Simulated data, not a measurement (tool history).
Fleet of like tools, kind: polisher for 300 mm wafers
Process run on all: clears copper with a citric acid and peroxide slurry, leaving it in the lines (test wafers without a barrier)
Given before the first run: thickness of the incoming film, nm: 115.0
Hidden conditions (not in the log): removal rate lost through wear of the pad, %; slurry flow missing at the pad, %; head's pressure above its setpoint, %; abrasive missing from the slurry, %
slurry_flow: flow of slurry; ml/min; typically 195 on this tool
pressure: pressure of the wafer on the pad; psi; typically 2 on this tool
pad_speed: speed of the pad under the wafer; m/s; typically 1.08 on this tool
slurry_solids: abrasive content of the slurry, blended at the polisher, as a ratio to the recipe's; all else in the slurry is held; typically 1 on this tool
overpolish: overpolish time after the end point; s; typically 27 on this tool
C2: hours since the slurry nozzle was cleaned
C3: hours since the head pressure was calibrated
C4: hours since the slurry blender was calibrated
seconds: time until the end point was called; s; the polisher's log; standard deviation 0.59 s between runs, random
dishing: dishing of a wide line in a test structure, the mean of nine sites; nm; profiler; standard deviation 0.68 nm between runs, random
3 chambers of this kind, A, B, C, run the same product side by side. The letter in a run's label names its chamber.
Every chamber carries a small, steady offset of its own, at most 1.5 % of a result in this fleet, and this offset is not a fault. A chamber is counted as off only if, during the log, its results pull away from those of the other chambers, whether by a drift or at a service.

-- hour=10.2 chamber A: worn pad replaced by a new one
run 1C hour=10.8 | slurry_flow=195 pressure=2 pad_speed=1.08 slurry_solids=1 overpolish=27 | wafers_polished_on_this_pad=625 C2=190.3 C3=835.6 C4=102.2 | seconds=68.304 dishing=31.371
-- hour=14.3 chamber B: worn pad replaced by a new one
run 2B hour=18.5 | slurry_flow=195 pressure=2 pad_speed=1.08 slurry_solids=1 overpolish=27 | wafers_polished_on_this_pad=52 C2=253.3 C3=627 C4=117.2 | seconds=67.859 dishing=33.199
run 3A hour=27 | slurry_flow=195 pressure=2 pad_speed=1.08 slurry_solids=1 overpolish=27 | wafers_polished_on_this_pad=210 C2=139.2 C3=776.3 C4=142.1 | seconds=66.978 dishing=31.969
run 4A hour=34.6 | slurry_flow=195 pressure=2 pad_speed=1.08 slurry_solids=1 overpolish=27 | wafers_polished_on_this_pad=304 C2=146.8 C3=783.9 C4=149.7 | seconds=65.664 dishing=31.208
run 5B hour=44 | slurry_flow=195 pressure=2 pad_speed=1.08 slurry_solids=1 overpolish=27 | wafers_polished_on_this_pad=369 C2=278.8 C3=652.5 C4=142.7 | seconds=66.582 dishing=33.023
-- hour=53.5 chamber C: slurry nozzle cleaned
run 6C hour=55.7 | slurry_flow=195 pressure=2 pad_speed=1.08 slurry_solids=1 overpolish=27 | wafers_polished_on_this_pad=1185 C2=2.3 C3=880.5 C4=147.1 | seconds=67.805 dishing=31.233
-- hour=64 chamber B: slurry nozzle cleaned
run 7A hour=67.4 | slurry_flow=195 pressure=2 pad_speed=1.08 slurry_solids=1 overpolish=27 | wafers_polished_on_this_pad=713 C2=179.6 C3=816.7 C4=182.5 | seconds=66.012 dishing=32.362
-- hour=69.7 chamber C: worn pad replaced by a new one
run 8C hour=75.5 | slurry_flow=195 pressure=2 pad_speed=1.08 slurry_solids=1 overpolish=27 | wafers_polished_on_this_pad=72 C2=22.1 C3=900.3 C4=166.9 | seconds=68.097 dishing=32.094
-- hour=76.8 chamber A: worn pad replaced by a new one
-- hour=81.4 chamber B: slurry blender recalibrated
run 9B hour=84.1 | slurry_flow=195 pressure=2 pad_speed=1.08 slurry_solids=1 overpolish=27 | wafers_polished_on_this_pad=869 C2=20.1 C3=692.6 C4=2.7 | seconds=67.371 dishing=31.585
-- hour=89.6 chamber B: worn pad replaced by a new one
run 10A hour=96.5 | slurry_flow=195 pressure=2 pad_speed=1.08 slurry_solids=1 overpolish=27 | wafers_polished_on_this_pad=245 C2=208.7 C3=845.8 C4=211.6 | seconds=66.142 dishing=32.239
run 11B hour=103.9 | slurry_flow=195 pressure=2 pad_speed=1.08 slurry_solids=1 overpolish=27 | wafers_polished_on_this_pad=179 C2=39.9 C3=712.4 C4=22.5 | seconds=67.505 dishing=31.775
run 12C hour=115 | slurry_flow=135 pressure=1.5 pad_speed=1.08 slurry_solids=1 overpolish=27 | wafers_polished_on_this_pad=564 C2=61.6 C3=939.8 C4=206.4 | seconds=94.987 dishing=22.526
-- hour=122.8 chamber A: slurry nozzle cleaned
-- hour=127 chamber C: slurry blender recalibrated
run 13A hour=127.3 | slurry_flow=135 pressure=1.5 pad_speed=1.08 slurry_solids=1 overpolish=27 | wafers_polished_on_this_pad=629 C2=4.5 C3=876.6 C4=242.4 | seconds=92.755 dishing=24.73
run 14B hour=139.5 | slurry_flow=135 pressure=1.5 pad_speed=1.08 slurry_solids=1 overpolish=27 | wafers_polished_on_this_pad=622 C2=75.5 C3=748 C4=58.1 | seconds=93.631 dishing=23.039
-- hour=150 chamber A: slurry blender recalibrated
run 15C hour=152.9 | slurry_flow=230 pressure=2 pad_speed=1.08 slurry_solids=1.15 overpolish=27 | wafers_polished_on_this_pad=1036 C2=99.5 C3=977.7 C4=25.9 | seconds=64.651 dishing=33.58
-- hour=161.7 chamber A: worn pad replaced by a new one
run 16A hour=165.7 | slurry_flow=230 pressure=2 pad_speed=1.08 slurry_solids=1.15 overpolish=27 | wafers_polished_on_this_pad=50 C2=42.9 C3=915 C4=15.8 | seconds=63.945 dishing=32.753
-- hour=171.9 chamber B: worn pad replaced by a new one
-- hour=173.6 chamber C: worn pad replaced by a new one
run 17B hour=173.9 | slurry_flow=230 pressure=2 pad_speed=1.08 slurry_solids=1.15 overpolish=27 | wafers_polished_on_this_pad=25 C2=109.9 C3=782.4 C4=92.5 | seconds=63.185 dishing=33.347
run 18C hour=182.4 | slurry_flow=195 pressure=2 pad_speed=1.08 slurry_solids=1 overpolish=27 | wafers_polished_on_this_pad=110 C2=129 C3=1007.2 C4=55.4 | seconds=68.596 dishing=31.385
run 19A hour=188.8 | slurry_flow=195 pressure=2 pad_speed=1.08 slurry_solids=1 overpolish=27 | wafers_polished_on_this_pad=338 C2=66 C3=938.1 C4=38.9 | seconds=66.052 dishing=31.892
run 20B hour=196.9 | slurry_flow=195 pressure=2 pad_speed=1.08 slurry_solids=1 overpolish=27 | wafers_polished_on_this_pad=311 C2=132.9 C3=805.4 C4=115.5 | seconds=66.916 dishing=32.561
run 21C hour=203.5 | slurry_flow=195 pressure=2 pad_speed=1.08 slurry_solids=1 overpolish=27 | wafers_polished_on_this_pad=373 C2=150.1 C3=1028.3 C4=76.5 | seconds=68.1 dishing=31.937
run 22A hour=211.1 | slurry_flow=255 pressure=2 pad_speed=1.08 slurry_solids=0.75 overpolish=27 | wafers_polished_on_this_pad=616 C2=88.3 C3=960.4 C4=61.2 | seconds=67.3 dishing=31.746
run 23B hour=223.2 | slurry_flow=255 pressure=2 pad_speed=1.08 slurry_solids=0.75 overpolish=27 | wafers_polished_on_this_pad=639 C2=159.2 C3=831.7 C4=141.8 | seconds=69.482 dishing=30.912
-- hour=227.9 chamber A: worn pad replaced by a new one
run 24C hour=237.6 | slurry_flow=255 pressure=2 pad_speed=1.08 slurry_solids=0.75 overpolish=27 | wafers_polished_on_this_pad=797 C2=184.2 C3=1062.4 C4=110.6 | seconds=69.707 dishing=31.496
run 25B hour=251.2 | slurry_flow=195 pressure=2.4 pad_speed=1.08 slurry_solids=0.85 overpolish=27 | wafers_polished_on_this_pad=987 C2=187.2 C3=859.7 C4=169.8 | seconds=58.168 dishing=36.683
-- hour=259.2 chamber B: slurry blender recalibrated
-- hour=263.3 chamber C: worn pad replaced by a new one
run 26A hour=265.4 | slurry_flow=195 pressure=2.4 pad_speed=1.08 slurry_solids=0.85 overpolish=27 | wafers_polished_on_this_pad=467 C2=142.6 C3=1014.7 C4=115.5 | seconds=57.128 dishing=36.33
-- hour=267.3 chamber C: head pressure recalibrated
-- hour=267.4 chamber B: worn pad replaced by a new one
run 27C hour=279 | slurry_flow=195 pressure=2.4 pad_speed=1.08 slurry_solids=0.85 overpolish=27 | wafers_polished_on_this_pad=196 C2=225.6 C3=11.8 C4=152 | seconds=58.712 dishing=36.703
run 28B hour=287.3 | slurry_flow=195 pressure=2 pad_speed=1.08 slurry_solids=1 overpolish=27 | wafers_polished_on_this_pad=247 C2=223.3 C3=895.8 C4=28.1 | seconds=66.398 dishing=32.304
-- hour=295 chamber C: slurry nozzle cleaned
run 29C hour=297.8 | slurry_flow=195 pressure=2 pad_speed=1.08 slurry_solids=1 overpolish=27 | wafers_polished_on_this_pad=430 C2=2.9 C3=30.6 C4=170.8 | seconds=67.248 dishing=31.572
run 30A hour=305.8 | slurry_flow=195 pressure=2 pad_speed=1.08 slurry_solids=1 overpolish=27 | wafers_polished_on_this_pad=971 C2=183 C3=1055.1 C4=155.9 | seconds=67.462 dishing=31.159

For the next run the whole fleet of 3 chambers uses the same settings. Give each chamber's results:
run 31A hour=316.2 | slurry_flow=195 pressure=2.6 pad_speed=1.08 slurry_solids=1 overpolish=27 | seconds=? dishing=?
run 31B hour=316.2 | slurry_flow=195 pressure=2.6 pad_speed=1.08 slurry_solids=1 overpolish=27 | seconds=? dishing=?
run 31C hour=316.2 | slurry_flow=195 pressure=2.6 pad_speed=1.08 slurry_solids=1 overpolish=27 | seconds=? dishing=?

run=31A seconds=50.637 dishing=39.448
run=31B seconds=52.11 dishing=40.795
run=31C seconds=53.139 dishing=39.98
